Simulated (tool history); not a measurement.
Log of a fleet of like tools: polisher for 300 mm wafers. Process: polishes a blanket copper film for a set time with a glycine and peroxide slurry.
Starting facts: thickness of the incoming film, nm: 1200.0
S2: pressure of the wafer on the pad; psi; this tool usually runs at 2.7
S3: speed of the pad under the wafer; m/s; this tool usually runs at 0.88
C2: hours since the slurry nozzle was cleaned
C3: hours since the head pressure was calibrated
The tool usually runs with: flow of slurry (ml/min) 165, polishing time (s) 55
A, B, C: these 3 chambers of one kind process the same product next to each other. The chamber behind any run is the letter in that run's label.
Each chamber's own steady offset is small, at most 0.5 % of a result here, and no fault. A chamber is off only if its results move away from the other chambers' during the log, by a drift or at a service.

{"hour": 0.7, "done": "chamber B: worn pad replaced by a new one"}
{"run": "1C", "hour": 7.0, "flow of slurry (ml/min)": 165, "S2": 2.7, "S3": 0.88, "polishing time (s)": 55, "wafers polished on this pad": 684, "C2": 134.5, "C3": 702, "film removed (angstrom)": 2920.5}
{"run": "2A", "hour": 15.5, "flow of slurry (ml/min)": 165, "S2": 2.7, "S3": 0.88, "polishing time (s)": 55, "wafers polished on this pad": 252, "C2": 170.9, "C3": 335, "film removed (angstrom)": 2905.5}
{"run": "3B", "hour": 25.2, "flow of slurry (ml/min)": 165, "S2": 2.7, "S3": 0.88, "polishing time (s)": 55, "wafers polished on this pad": 251, "C2": 479.9, "C3": 1106.5, "film removed (angstrom)": 2983.6}
{"run": "4B", "hour": 35.7, "flow of slurry (ml/min)": 165, "S2": 2.7, "S3": 0.88, "polishing time (s)": 55, "wafers polished on this pad": 358, "C2": 490.4, "C3": 1117, "film removed (angstrom)": 2860.5}
{"run": "5A", "hour": 40.5, "flow of slurry (ml/min)": 165, "S2": 2.7, "S3": 0.88, "polishing time (s)": 55, "wafers polished on this pad": 507, "C2": 195.9, "C3": 360, "film removed (angstrom)": 2900.2}
{"run": "6C", "hour": 51.1, "flow of slurry (ml/min)": 145, "S2": 2.7, "S3": 0.88, "polishing time (s)": 48, "wafers polished on this pad": 1135, "C2": 178.6, "C3": 746.1, "film removed (angstrom)": 2468.4}
{"hour": 56.1, "done": "chamber B: worn pad replaced by a new one"}
{"run": "7A", "hour": 59.9, "flow of slurry (ml/min)": 145, "S2": 2.7, "S3": 0.88, "polishing time (s)": 48, "wafers polished on this pad": 705, "C2": 215.3, "C3": 379.4, "film removed (angstrom)": 2502.8}
{"run": "8C", "hour": 68.1, "flow of slurry (ml/min)": 145, "S2": 2.7, "S3": 0.88, "polishing time (s)": 48, "wafers polished on this pad": 1309, "C2": 195.6, "C3": 763.1, "film removed (angstrom)": 2512.8}
{"hour": 73.3, "done": "chamber C: worn pad replaced by a new one"}
{"run": "9B", "hour": 76.3, "flow of slurry (ml/min)": 165, "S2": 2.7, "S3": 0.88, "polishing time (s)": 55, "wafers polished on this pad": 206, "C2": 531, "C3": 1157.6, "film removed (angstrom)": 2942}
{"run": "10C", "hour": 86.3, "flow of slurry (ml/min)": 195, "S2": 2, "S3": 0.88, "polishing time (s)": 55, "wafers polished on this pad": 132, "C2": 213.8, "C3": 781.3, "film removed (angstrom)": 2319}
{"run": "11A", "hour": 95.3, "flow of slurry (ml/min)": 195, "S2": 2, "S3": 0.88, "polishing time (s)": 55, "wafers polished on this pad": 1067, "C2": 250.7, "C3": 414.8, "film removed (angstrom)": 2395.6}
{"run": "12B", "hour": 104.6, "flow of slurry (ml/min)": 195, "S2": 2, "S3": 0.88, "polishing time (s)": 55, "wafers polished on this pad": 495, "C2": 559.3, "C3": 1185.9, "film removed (angstrom)": 2458.5}
{"run": "13B", "hour": 114.9, "flow of slurry (ml/min)": 165, "S2": 2.7, "S3": 0.88, "polishing time (s)": 55, "wafers polished on this pad": 601, "C2": 569.6, "C3": 1196.2, "film removed (angstrom)": 2919.9}
{"hour": 115.1, "done": "chamber B: worn pad replaced by a new one"}
{"run": "14A", "hour": 121.4, "flow of slurry (ml/min)": 200, "S2": 2.7, "S3": 0.88, "polishing time (s)": 55, "wafers polished on this pad": 1334, "C2": 276.8, "C3": 440.9, "film removed (angstrom)": 2965.2}
{"run": "15C", "hour": 126.2, "flow of slurry (ml/min)": 200, "S2": 2.7, "S3": 0.88, "polishing time (s)": 55, "wafers polished on this pad": 540, "C2": 253.7, "C3": 821.2, "film removed (angstrom)": 3000.9}
{"hour": 130.7, "done": "chamber A: worn pad replaced by a new one"}
{"run": "16C", "hour": 134.0, "flow of slurry (ml/min)": 200, "S2": 2.7, "S3": 0.88, "polishing time (s)": 55, "wafers polished on this pad": 620, "C2": 261.5, "C3": 829, "film removed (angstrom)": 2911.8}
{"run": "17A", "hour": 142.7, "flow of slurry (ml/min)": 165, "S2": 2.7, "S3": 0.88, "polishing time (s)": 55, "wafers polished on this pad": 123, "C2": 298.1, "C3": 462.2, "film removed (angstrom)": 2925.2}
{"run": "18B", "hour": 148.2, "flow of slurry (ml/min)": 165, "S2": 2.7, "S3": 0.88, "polishing time (s)": 55, "wafers polished on this pad": 339, "C2": 602.9, "C3": 1229.5, "film removed (angstrom)": 2932.1}
{"run": "19B", "hour": 158.6, "flow of slurry (ml/min)": 165, "S2": 2.7, "S3": 0.88, "polishing time (s)": 55, "wafers polished on this pad": 445, "C2": 613.3, "C3": 1239.9, "film removed (angstrom)": 3039}
{"run": "20A", "hour": 169.1, "flow of slurry (ml/min)": 165, "S2": 2.7, "S3": 0.88, "polishing time (s)": 55, "wafers polished on this pad": 393, "C2": 324.5, "C3": 488.6, "film removed (angstrom)": 2958.9}
{"hour": 175.2, "done": "chamber B: worn pad replaced by a new one"}
{"run": "21C", "hour": 177.1, "flow of slurry (ml/min)": 165, "S2": 2.7, "S3": 0.88, "polishing time (s)": 55, "wafers polished on this pad": 1060, "C2": 304.6, "C3": 872.1, "film removed (angstrom)": 2942.1}
{"hour": 183.1, "done": "chamber C: worn pad replaced by a new one"}
{"run": "22B", "hour": 183.7, "flow of slurry (ml/min)": 165, "S2": 2.7, "S3": 0.88, "polishing time (s)": 55, "wafers polished on this pad": 87, "C2": 638.4, "C3": 1265, "film removed (angstrom)": 2924.5}
{"run": "23C", "hour": 191.0, "flow of slurry (ml/min)": 165, "S2": 2.7, "S3": 0.88, "polishing time (s)": 55, "wafers polished on this pad": 80, "C2": 318.5, "C3": 886, "film removed (angstrom)": 2886.9}
{"hour": 196.7, "done": "chamber A: slurry nozzle cleaned"}
{"run": "24A", "hour": 198.9, "flow of slurry (ml/min)": 165, "S2": 2.7, "S3": 0.88, "polishing time (s)": 55, "wafers polished on this pad": 697, "C2": 2.3, "C3": 518.4, "film removed (angstrom)": 2882.6}
{"run": "25B", "hour": 207.6, "flow of slurry (ml/min)": 115, "S2": 2.7, "S3": 0.88, "polishing time (s)": 44, "wafers polished on this pad": 331, "C2": 662.3, "C3": 1288.9, "film removed (angstrom)": 2161.6}
{"run": "26A", "hour": 215.9, "flow of slurry (ml/min)": 115, "S2": 2.7, "S3": 0.88, "polishing time (s)": 44, "wafers polished on this pad": 871, "C2": 19.3, "C3": 535.4, "film removed (angstrom)": 2232.9}
{"run": "27C", "hour": 221.7, "flow of slurry (ml/min)": 115, "S2": 2.7, "S3": 0.88, "polishing time (s)": 44, "wafers polished on this pad": 394, "C2": 349.2, "C3": 916.7, "film removed (angstrom)": 2136.2}
{"hour": 221.8, "done": "chamber A: head pressure recalibrated"}
{"run": "28B", "hour": 226.9, "flow of slurry (ml/min)": 115, "S2": 2.7, "S3": 0.6, "polishing time (s)": 55, "wafers polished on this pad": 528, "C2": 681.6, "C3": 1308.2, "film removed (angstrom)": 2029.6}
{"hour": 233.3, "done": "chamber B: head pressure recalibrated"}
{"run": "29C", "hour": 236.0, "flow of slurry (ml/min)": 115, "S2": 2.7, "S3": 0.6, "polishing time (s)": 55, "wafers polished on this pad": 540, "C2": 363.5, "C3": 931, "film removed (angstrom)": 2082.6}
{"hour": 242.4, "done": "chamber B: worn pad replaced by a new one"}
{"run": "30A", "hour": 244.0, "flow of slurry (ml/min)": 115, "S2": 2.7, "S3": 0.6, "polishing time (s)": 55, "wafers polished on this pad": 1158, "C2": 47.4, "C3": 22.3, "film removed (angstrom)": 1995.8}
{"run": "31B", "hour": 253.2, "flow of slurry (ml/min)": 165, "S2": 2.7, "S3": 1, "polishing time (s)": 69, "wafers polished on this pad": 111, "C2": 707.9, "C3": 20, "film removed (angstrom)": 4106.8}
{"run": "32C", "hour": 258.7, "flow of slurry (ml/min)": 165, "S2": 2.7, "S3": 1, "polishing time (s)": 69, "wafers polished on this pad": 772, "C2": 386.2, "C3": 953.7, "film removed (angstrom)": 4095.4}
{"run": "33A", "hour": 265.7, "flow of slurry (ml/min)": 165, "S2": 2.7, "S3": 1, "polishing time (s)": 69, "wafers polished on this pad": 1380, "C2": 69.1, "C3": 44, "film removed (angstrom)": 4065}
{"run": "34B", "hour": 272.5, "flow of slurry (ml/min)": 165, "S2": 2.7, "S3": 0.88, "polishing time (s)": 55, "wafers polished on this pad": 308, "C2": 727.2, "C3": 39.3, "film removed (angstrom)": 2892.5}
{"hour": 273.9, "done": "chamber A: worn pad replaced by a new one"}
{"run": "35A", "hour": 279.7, "flow of slurry (ml/min)": 165, "S2": 2.7, "S3": 0.88, "polishing time (s)": 55, "wafers polished on this pad": 59, "C2": 83.1, "C3": 58, "film removed (angstrom)": 2941.8}
{"run": "36C", "hour": 289.4, "flow of slurry (ml/min)": 165, "S2": 2.7, "S3": 0.88, "polishing time (s)": 55, "wafers polished on this pad": 1086, "C2": 416.9, "C3": 984.4, "film removed (angstrom)": 2943.8}
{"hour": 291.8, "done": "chamber C: slurry nozzle cleaned"}
{"run": "37C", "hour": 294.5, "flow of slurry (ml/min)": 165, "S2": 2.7, "S3": 0.88, "polishing time (s)": 55, "wafers polished on this pad": 1138, "C2": 2.8, "C3": 989.5, "film removed (angstrom)": 2903.6}
{"hour": 295.0, "done": "chamber C: worn pad replaced by a new one"}
{"hour": 300.2, "done": "chamber B: worn pad replaced by a new one"}
{"run": "38B", "hour": 302.7, "flow of slurry (ml/min)": 165, "S2": 2.7, "S3": 0.88, "polishing time (s)": 55, "wafers polished on this pad": 26, "C2": 757.4, "C3": 69.5, "film removed (angstrom)": 2961.8}
{"run": "39A", "hour": 307.5, "flow of slurry (ml/min)": 165, "S2": 2.7, "S3": 0.88, "polishing time (s)": 55, "wafers polished on this pad": 343, "C2": 110.9, "C3": 85.8, "film removed (angstrom)": 2953.1}
{"run": "40C", "hour": 315.7, "flow of slurry (ml/min)": 165, "S2": 2.7, "S3": 0.88, "polishing time (s)": 55, "wafers polished on this pad": 212, "C2": 24, "C3": 1010.7, "film removed (angstrom)": 2922.5}
{"run": "41B", "hour": 320.6, "flow of slurry (ml/min)": 165, "S2": 2.7, "S3": 0.88, "polishing time (s)": 55, "wafers polished on this pad": 208, "C2": 775.3, "C3": 87.4, "film removed (angstrom)": 2992.4}

Has any chamber moved away from the others, gradually or after a service, or does the common gauge drift, or do the chambers differ only by their own small steady offsets? State the chamber and the most likely cause if one applies.

Neither any chamber nor the gauge drifts; the chambers differ only by their own small, steady offsets.

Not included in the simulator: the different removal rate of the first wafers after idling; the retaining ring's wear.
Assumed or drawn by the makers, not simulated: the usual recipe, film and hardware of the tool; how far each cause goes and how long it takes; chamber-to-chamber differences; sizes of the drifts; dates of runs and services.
